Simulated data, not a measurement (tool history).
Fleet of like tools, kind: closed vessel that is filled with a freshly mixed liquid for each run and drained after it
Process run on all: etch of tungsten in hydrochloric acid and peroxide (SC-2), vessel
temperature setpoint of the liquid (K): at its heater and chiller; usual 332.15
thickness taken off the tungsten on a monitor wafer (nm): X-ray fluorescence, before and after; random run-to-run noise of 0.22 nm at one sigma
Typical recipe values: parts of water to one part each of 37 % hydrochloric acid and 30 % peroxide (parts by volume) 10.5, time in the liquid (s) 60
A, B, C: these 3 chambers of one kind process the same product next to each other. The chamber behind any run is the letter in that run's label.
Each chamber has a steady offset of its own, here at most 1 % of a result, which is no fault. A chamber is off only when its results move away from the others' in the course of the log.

run,hour,temperature setpoint of the liquid (K),parts of water to one part each of 37 % hydrochloric acid and 30 % peroxide (parts by volume),time in the liquid (s),hours since the thermometer was replaced,hours since the chemicals flow meter was replaced,hours since the drum of peroxide was connected,"read-back film thickness of the tungsten reference wafer, read on the same gauge (nm)",thickness taken off the tungsten on a monitor wafer (nm)
1C,9.1,332.15,10.5,60,181.4,1850.7,85,79.987,31.892
2B,16.5,332.15,10.5,60,293,176.8,743.8,79.985,31.897
3A,26,332.15,10.5,60,697.5,368.9,1039.8,80.009,32.026
4A,32.4,332.15,10.5,60,703.9,375.3,1046.2,80.035,31.797
5C,37.3,332.15,10.5,60,209.6,1878.9,113.2,79.973,31.996
6B,45.6,332.15,14.5,85,322.1,205.9,772.9,79.971,34.364
7B,51.5,332.15,14.5,85,328,211.8,778.8,79.987,34.004
8A,59.7,332.15,14.5,85,731.2,402.6,1073.5,80.005,34.532
9C,68,332.15,10.5,60,240.3,1909.6,143.9,79.968,31.839
10A,73.4,332.15,10.5,60,744.9,416.3,1087.2,79.988,31.8
11B,82.9,332.15,10.5,60,359.4,243.2,810.2,80.015,31.981
12C,92.8,332.15,10.5,60,265.1,1934.4,168.7,80.014,32.085
13C,101,332.15,14,90,273.3,1942.6,176.9,79.97,37.375
14A,106,332.15,14,90,777.5,448.9,1119.8,80.037,37.306
15B,116.8,332.15,14,90,393.3,277.1,844.1,80.001,37.063
16C,121.8,332.15,10.5,60,294.1,1963.4,197.7,79.98,32.157
# hour 123.4: chamber A: new drum of peroxide connected
17B,128,332.15,10.5,60,404.5,288.3,855.3,80,31.552
18A,135.4,332.15,10.5,60,806.9,478.3,12,79.94,31.612
19C,140.3,332.15,10.5,60,312.6,1981.9,216.2,80.031,31.874
20B,149.2,332.15,10.5,60,425.7,309.5,876.5,79.99,31.221
21A,156.7,332.15,10.5,60,828.2,499.6,33.3,80.044,31.463
22C,165.8,332.15,10.5,60,338.1,2007.4,241.7,79.985,31.989
23A,172.8,332.15,10.5,60,844.3,515.7,49.4,80.028,31.955
24B,178.1,332.15,10.5,60,454.6,338.4,905.4,80.045,30.689
25C,188,341.15,10.5,60,360.3,2029.6,263.9,80.011,55.523
26B,192.9,341.15,10.5,60,469.4,353.2,920.2,80.014,54.046
27A,202.9,341.15,10.5,60,874.4,545.8,79.5,79.997,55.953
28C,207.9,332.15,10.5,60,380.2,2049.5,283.8,79.969,32.304
29A,218.9,332.15,10.5,60,890.4,561.8,95.5,80.011,31.57
30B,225.8,332.15,10.5,60,502.3,386.1,953.1,79.967,30.166
31B,236,332.15,10.5,60,512.5,396.3,963.3,80.046,30.188
32A,241.9,332.15,10.5,60,913.4,584.8,118.5,80.009,31.769
33C,252.3,332.15,10.5,60,424.6,2093.9,328.2,80.005,31.875
34A,260.2,332.15,10.5,60,931.7,603.1,136.8,79.97,31.991
35C,270.4,332.15,10.5,60,442.7,2112,346.3,79.993,31.859
36B,276.5,332.15,10.5,60,553,436.8,1003.8,79.981,29.539

One chamber off, gauge drift, or nothing amiss beyond the chambers' own small offsets? If it is a chamber, which one, and what is the likeliest cause?

One chamber, B, drifts off from the rest bit by bit.
Likeliest cause: liquid colder than its thermometer reads (K) = 1.34.
The log may not tell that from: chemicals flow below the setpoint (%); peroxide weaker than its label (%).

Below are 4 candidate recipes for chamber B's next run, each the usual settings with a change, their results shown as question marks. Which of them brings B's results back in line with what the other chambers give on the usual settings?
A result is in line if it is within this distance of the other chambers' mean on the usual settings: thickness taken off the tungsten on a monitor wafer (nm) 0.76
37B-1,284.5,332.65,10.5,60,,,,,?
37B-2,284.5,331.65,10.5,60,,,,,?
37B-3,284.5,332.15,9.5,60,,,,,?
37B-4,284.5,332.15,10.5,55,,,,,?

Usual-settings mean across the other chambers: thickness taken off the tungsten on a monitor wafer (nm) 31.881
run,thickness taken off the tungsten on a monitor wafer (nm)
37B-1,30.453
37B-2,28.576
37B-3,32.094
37B-4,27.042
37B-3 is the one that brings the chamber's results back in line with the other chambers.
